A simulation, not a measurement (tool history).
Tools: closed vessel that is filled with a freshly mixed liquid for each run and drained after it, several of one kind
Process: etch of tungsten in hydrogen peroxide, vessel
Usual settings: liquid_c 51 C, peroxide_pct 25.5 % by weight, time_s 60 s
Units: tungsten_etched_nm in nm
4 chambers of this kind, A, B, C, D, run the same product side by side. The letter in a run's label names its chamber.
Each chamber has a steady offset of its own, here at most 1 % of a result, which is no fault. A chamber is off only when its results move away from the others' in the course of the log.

run,hour,liquid_c,peroxide_pct,time_s,"read-back film thickness of the tungsten reference wafer, read on the same gauge (nm)",tungsten_etched_nm
1C,4.5,51,25.5,60,140.02,97.134
2D,8.4,51,25.5,60,140.01,95.189
3A,16.9,51,25.5,60,140.02,94.986
4B,22.3,51,25.5,60,140.02,96.596
5C,30.3,51,25.5,60,140,97.199
6D,39,51,25.5,60,140,95.892
7B,47.3,51,25.5,60,140,95.33
8A,55.1,51,25.5,60,140.01,96.137
9B,59.8,51,25.5,60,140,95.599
10A,66.4,51,25.5,60,139.99,97.694
11C,72.1,51,25.5,60,140,97.023
12D,78.3,51,30,60,139.96,104.52
13D,82.7,51,30,60,139.99,102.98
14A,90.7,51,30,60,140.02,104.35
15B,95.2,51,30,60,139.99,103.4
16C,99.6,51,25.5,60,139.98,97.645
17D,104.9,51,25.5,60,139.99,94.628
18C,111.2,51,25.5,60,140.01,95.962
# hour 115.2: chamber B: thermometer replaced
# hour 119.2: chamber A: new drum of peroxide connected
19B,119.5,51,25.5,60,140.03,96.33
20A,126.3,51,25.5,60,139.99,97.41
21C,133.9,51,25.5,60,140,96.804
22A,140.1,51,25.5,60,140.02,95.431
23B,148.1,51,25.5,60,140.03,96.628
24D,156.2,51,25.5,60,139.99,93.68
25C,163.1,51,25.5,60,140.01,98.062
26D,170.8,51,25.5,60,140.02,94.171
27A,175.7,51,25.5,60,140.03,96.342
28B,183.9,51,25.5,60,139.99,95.063
29A,190,51,25.5,60,140.01,98.005
30C,194.4,51,25.5,60,139.98,98.887

What goes on in this fleet: one chamber off, a drifting gauge, or nothing beyond the chambers' own small offsets? Name the chamber and the cause, if any.

No chamber stands off beyond its own small offset, and the gauge holds steady.
